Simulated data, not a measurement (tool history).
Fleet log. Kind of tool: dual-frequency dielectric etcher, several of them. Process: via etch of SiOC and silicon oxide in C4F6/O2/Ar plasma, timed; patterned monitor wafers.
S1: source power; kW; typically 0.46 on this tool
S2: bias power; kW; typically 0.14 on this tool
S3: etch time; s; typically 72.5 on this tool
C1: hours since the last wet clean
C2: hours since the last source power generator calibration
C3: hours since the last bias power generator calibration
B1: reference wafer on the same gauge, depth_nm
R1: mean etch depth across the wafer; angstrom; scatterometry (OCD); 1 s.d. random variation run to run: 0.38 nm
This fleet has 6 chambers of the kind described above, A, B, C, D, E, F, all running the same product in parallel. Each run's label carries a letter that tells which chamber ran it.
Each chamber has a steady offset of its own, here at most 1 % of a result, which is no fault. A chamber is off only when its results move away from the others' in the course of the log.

{"run": "1D", "hour": 10.6, "S1": 0.46, "S2": 0.14, "S3": 72.5, "C1": 269.4, "C2": 3297.4, "C3": 2257.8, "B1": 68.439, "R1": 809.51}
{"hour": 17.4, "done": "chamber F: wet clean of the chamber"}
{"run": "2B", "hour": 21.2, "S1": 0.46, "S2": 0.14, "S3": 72.5, "C1": 46.6, "C2": 853.6, "C3": 1349.8, "B1": 68.424, "R1": 796.44}
{"run": "3E", "hour": 32.9, "S1": 0.46, "S2": 0.14, "S3": 72.5, "C1": 36.1, "C2": 1469, "C3": 3264.1, "B1": 68.429, "R1": 802.16}
{"run": "4F", "hour": 39.7, "S1": 0.46, "S2": 0.14, "S3": 72.5, "C1": 22.4, "C2": 3353.5, "C3": 1024.6, "B1": 68.37, "R1": 803.38}
{"run": "5C", "hour": 52.6, "S1": 0.46, "S2": 0.14, "S3": 72.5, "C1": 250, "C2": 597.3, "C3": 4137.3, "B1": 68.39, "R1": 810.5}
{"hour": 57.6, "done": "chamber A: wet clean of the chamber"}
{"run": "6A", "hour": 62.1, "S1": 0.46, "S2": 0.14, "S3": 72.5, "C1": 4.5, "C2": 81, "C3": 1179.6, "B1": 68.422, "R1": 793.73}
{"run": "7F", "hour": 73.3, "S1": 0.46, "S2": 0.14, "S3": 72.5, "C1": 56, "C2": 3387.1, "C3": 1058.2, "B1": 68.4, "R1": 807.17}
{"hour": 81.9, "done": "chamber D: source power generator calibrated"}
{"run": "8D", "hour": 82.1, "S1": 0.46, "S2": 0.14, "S3": 72.5, "C1": 340.9, "C2": 0.2, "C3": 2329.3, "B1": 68.437, "R1": 804.68}
{"hour": 90.8, "done": "chamber D: wet clean of the chamber"}
{"run": "9E", "hour": 93.5, "S1": 0.46, "S2": 0.14, "S3": 72.5, "C1": 96.7, "C2": 1529.6, "C3": 3324.7, "B1": 68.394, "R1": 796.97}
{"run": "10A", "hour": 104.7, "S1": 0.46, "S2": 0.14, "S3": 72.5, "C1": 47.1, "C2": 123.6, "C3": 1222.2, "B1": 68.422, "R1": 793.93}
{"run": "11B", "hour": 116.6, "S1": 0.46, "S2": 0.173, "S3": 72.5, "C1": 142, "C2": 949, "C3": 1445.2, "B1": 68.32, "R1": 849.93}
{"run": "12C", "hour": 123.2, "S1": 0.46, "S2": 0.173, "S3": 72.5, "C1": 320.6, "C2": 667.9, "C3": 4207.9, "B1": 68.408, "R1": 857.65}
{"run": "13D", "hour": 133.9, "S1": 0.46, "S2": 0.173, "S3": 72.5, "C1": 43.1, "C2": 52, "C3": 2381.1, "B1": 68.364, "R1": 864.2}
{"hour": 137.1, "done": "chamber C: bias power generator calibrated"}
{"run": "14E", "hour": 146.4, "S1": 0.46, "S2": 0.173, "S3": 72.5, "C1": 149.6, "C2": 1582.5, "C3": 3377.6, "B1": 68.46, "R1": 847.97}
{"run": "15C", "hour": 157.1, "S1": 0.46, "S2": 0.173, "S3": 72.5, "C1": 354.5, "C2": 701.8, "C3": 20, "B1": 68.406, "R1": 853.59}
{"run": "16A", "hour": 164.7, "S1": 0.46, "S2": 0.173, "S3": 72.5, "C1": 107.1, "C2": 183.6, "C3": 1282.2, "B1": 68.462, "R1": 850.61}
{"run": "17F", "hour": 172.7, "S1": 0.46, "S2": 0.14, "S3": 72.5, "C1": 155.4, "C2": 3486.5, "C3": 1157.6, "B1": 68.373, "R1": 808.25}
{"run": "18B", "hour": 180.9, "S1": 0.46, "S2": 0.14, "S3": 72.5, "C1": 206.3, "C2": 1013.3, "C3": 1509.5, "B1": 68.467, "R1": 795.54}
{"run": "19F", "hour": 194.1, "S1": 0.46, "S2": 0.14, "S3": 72.5, "C1": 176.8, "C2": 3507.9, "C3": 1179, "B1": 68.339, "R1": 800.3}
{"hour": 199.2, "done": "chamber C: wet clean of the chamber"}
{"run": "20B", "hour": 201.5, "S1": 0.46, "S2": 0.14, "S3": 72.5, "C1": 226.9, "C2": 1033.9, "C3": 1530.1, "B1": 68.412, "R1": 795.64}
{"run": "21E", "hour": 208.0, "S1": 0.46, "S2": 0.14, "S3": 80, "C1": 211.2, "C2": 1644.1, "C3": 3439.2, "B1": 68.406, "R1": 879.96}
{"run": "22D", "hour": 214.5, "S1": 0.46, "S2": 0.14, "S3": 80, "C1": 123.7, "C2": 132.6, "C3": 2461.7, "B1": 68.398, "R1": 885.2}
{"run": "23C", "hour": 224.5, "S1": 0.46, "S2": 0.14, "S3": 80, "C1": 25.4, "C2": 769.2, "C3": 87.4, "B1": 68.346, "R1": 834.05}
{"run": "24A", "hour": 232.3, "S1": 0.46, "S2": 0.14, "S3": 80, "C1": 174.7, "C2": 251.2, "C3": 1349.8, "B1": 68.417, "R1": 874.86}
{"run": "25B", "hour": 243.1, "S1": 0.46, "S2": 0.14, "S3": 80, "C1": 268.5, "C2": 1075.5, "C3": 1571.7, "B1": 68.302, "R1": 877.49}
{"run": "26F", "hour": 254.0, "S1": 0.46, "S2": 0.14, "S3": 80, "C1": 236.7, "C2": 3567.8, "C3": 1238.9, "B1": 68.423, "R1": 889.75}
{"run": "27D", "hour": 265.6, "S1": 0.46, "S2": 0.14, "S3": 72.5, "C1": 174.8, "C2": 183.7, "C3": 2512.8, "B1": 68.36, "R1": 803.56}
{"run": "28A", "hour": 271.5, "S1": 0.46, "S2": 0.14, "S3": 72.5, "C1": 213.9, "C2": 290.4, "C3": 1389, "B1": 68.462, "R1": 804.22}
{"run": "29C", "hour": 283.1, "S1": 0.46, "S2": 0.14, "S3": 72.5, "C1": 84, "C2": 827.8, "C3": 146, "B1": 68.32, "R1": 766.25}
{"run": "30E", "hour": 294.5, "S1": 0.46, "S2": 0.14, "S3": 72.5, "C1": 297.7, "C2": 1730.6, "C3": 3525.7, "B1": 68.399, "R1": 792.5}
{"run": "31E", "hour": 306.6, "S1": 0.46, "S2": 0.14, "S3": 72.5, "C1": 309.8, "C2": 1742.7, "C3": 3537.8, "B1": 68.455, "R1": 796.59}
{"run": "32A", "hour": 312.6, "S1": 0.46, "S2": 0.14, "S3": 72.5, "C1": 255, "C2": 331.5, "C3": 1430.1, "B1": 68.434, "R1": 790.72}
{"run": "33D", "hour": 319.8, "S1": 0.46, "S2": 0.14, "S3": 72.5, "C1": 229, "C2": 237.9, "C3": 2567, "B1": 68.341, "R1": 811.16}
{"run": "34B", "hour": 325.7, "S1": 0.46, "S2": 0.14, "S3": 72.5, "C1": 351.1, "C2": 1158.1, "C3": 1654.3, "B1": 68.454, "R1": 798.22}
{"run": "35C", "hour": 334.7, "S1": 0.46, "S2": 0.14, "S3": 82.5, "C1": 135.6, "C2": 879.4, "C3": 197.6, "B1": 68.414, "R1": 856.85}
{"run": "36F", "hour": 346.4, "S1": 0.46, "S2": 0.14, "S3": 82.5, "C1": 329.1, "C2": 3660.2, "C3": 1331.3, "B1": 68.45, "R1": 915.96}
{"run": "37C", "hour": 353.6, "S1": 0.46, "S2": 0.14, "S3": 82.5, "C1": 154.5, "C2": 898.3, "C3": 216.5, "B1": 68.364, "R1": 872.39}

One chamber off, gauge drift, or nothing amiss beyond the chambers' own small offsets? If it is a chamber, which one, and what is the likeliest cause?

A service on chamber C put it out of line with the rest.
Cause: etch rate under this chamber's usual, % = 5.18.

Here are 4 candidates for chamber C's next run, each the usual settings with a change, their results left as question marks. Which one brings its results back in line with what the others give on the usual settings?
A result is in line if it is within this distance of the other chambers' mean on the usual settings: R1 13 angstrom
{"run": "38C-1", "hour": 363.2, "S1": 0.46, "S2": 0.14, "S3": 73.5, "R1": "?"}
{"run": "38C-2", "hour": 363.2, "S1": 0.46, "S2": 0.14, "S3": 71.5, "R1": "?"}
{"run": "38C-3", "hour": 363.2, "S1": 0.45, "S2": 0.139, "S3": 69.5, "R1": "?"}
{"run": "38C-4", "hour": 363.2, "S1": 0.5, "S2": 0.148, "S3": 72.5, "R1": "?"}

Average result of the remaining chambers running the usual settings: R1 799.48 angstrom
run=38C-1 R1=770.51
run=38C-2 R1=749.54
run=38C-3 R1=720.61
run=38C-4 R1=799.29
The right change is 38C-4: it brings the chamber back within the allowed miss of the others.
